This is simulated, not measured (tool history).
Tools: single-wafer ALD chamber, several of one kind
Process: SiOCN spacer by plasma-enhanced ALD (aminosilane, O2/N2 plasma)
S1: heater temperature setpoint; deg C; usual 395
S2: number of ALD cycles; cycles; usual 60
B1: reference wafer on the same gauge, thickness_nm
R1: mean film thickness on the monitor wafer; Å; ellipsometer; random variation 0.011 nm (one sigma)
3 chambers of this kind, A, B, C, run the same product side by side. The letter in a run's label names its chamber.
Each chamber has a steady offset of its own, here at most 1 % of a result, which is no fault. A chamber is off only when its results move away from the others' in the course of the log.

Run 1C, day 0.458: usual settings; B1 4.0312. Result: R1 36.077 Å.
Run 2B, day 0.942: usual settings; B1 4.0300. Result: R1 36.481 Å.
Run 3A, day 1.246: usual settings; B1 4.0293. Result: R1 36.548 Å.
Run 4A, day 1.604: usual settings; B1 4.0268. Result: R1 36.612 Å.
Run 5B, day 2.012: usual settings; B1 4.0331. Result: R1 36.447 Å.
Run 6C, day 2.438: usual settings; B1 4.0304. Result: R1 35.925 Å.
Run 7A, day 2.792: usual settings; B1 4.0275. Result: R1 36.423 Å.
Run 8C, day 3.162: usual settings; B1 4.0297. Result: R1 36.110 Å.
Run 9B, day 3.579: usual settings; B1 4.0312. Result: R1 36.374 Å.
Run 10B, day 3.825: usual settings; B1 4.0314. Result: R1 36.377 Å.
Run 11C, day 4.083: usual settings; B1 4.0299. Result: R1 36.027 Å.
Run 12A, day 4.592: usual settings; B1 4.0329. Result: R1 36.781 Å.
Run 13B, day 4.917: usual settings but S1 410 deg C, S2 64 cycles; B1 4.0306. Result: R1 37.610 Å.
Run 14A, day 5.279: usual settings but S1 410 deg C, S2 64 cycles; B1 4.0303. Result: R1 37.622 Å.
Run 15C, day 5.783: usual settings but S1 410 deg C, S2 64 cycles; B1 4.0301. Result: R1 37.453 Å.
Run 16A, day 6.121: usual settings; B1 4.0292. Result: R1 36.552 Å.
Run 17C, day 6.608: usual settings but S2 71 cycles; B1 4.0307. Result: R1 42.596 Å.
Run 18B, day 7.150: usual settings but S2 71 cycles; B1 4.0325. Result: R1 42.955 Å.
Run 19C, day 7.675: usual settings but S2 71 cycles; B1 4.0325. Result: R1 42.587 Å.
Run 20A, day 7.988: usual settings; B1 4.0316. Result: R1 36.457 Å.
Run 21B, day 8.500: usual settings but S1 406 deg C; B1 4.0302. Result: R1 35.711 Å.
Run 22B, day 9.046: usual settings but S1 406 deg C; B1 4.0304. Result: R1 35.883 Å.
Run 23C, day 9.421: usual settings but S1 406 deg C; B1 4.0310. Result: R1 35.702 Å.
Run 24A, day 9.783: usual settings; B1 4.0318. Result: R1 36.625 Å.
Run 25B, day 10.262: usual settings; B1 4.0290. Result: R1 36.433 Å.
Run 26A, day 10.646: usual settings; B1 4.0313. Result: R1 36.468 Å.
Run 27C, day 11.038: usual settings; B1 4.0249. Result: R1 36.138 Å.
Run 28A, day 11.346: usual settings; B1 4.0306. Result: R1 36.414 Å.
Run 29C, day 11.850: usual settings; B1 4.0288. Result: R1 36.076 Å.
Run 30B, day 12.275: usual settings; B1 4.0302. Result: R1 36.140 Å.
Run 31C, day 12.533: usual settings; B1 4.0311. Result: R1 36.258 Å.
Run 32A, day 13.017: usual settings; B1 4.0293. Result: R1 36.437 Å.
Run 33B, day 13.396: usual settings; B1 4.0293. Result: R1 36.246 Å.
Run 34A, day 13.646: usual settings; B1 4.0279. Result: R1 36.485 Å.
Run 35C, day 13.996: usual settings; B1 4.0286. Result: R1 36.216 Å.
Run 36B, day 14.367: usual settings; B1 4.0320. Result: R1 36.415 Å.

Is one chamber off against the others, does the gauge drift, or is nothing wrong? If a chamber is off, say which, and what the likeliest cause is.

No chamber stands off beyond its own small offset, and the gauge holds steady.

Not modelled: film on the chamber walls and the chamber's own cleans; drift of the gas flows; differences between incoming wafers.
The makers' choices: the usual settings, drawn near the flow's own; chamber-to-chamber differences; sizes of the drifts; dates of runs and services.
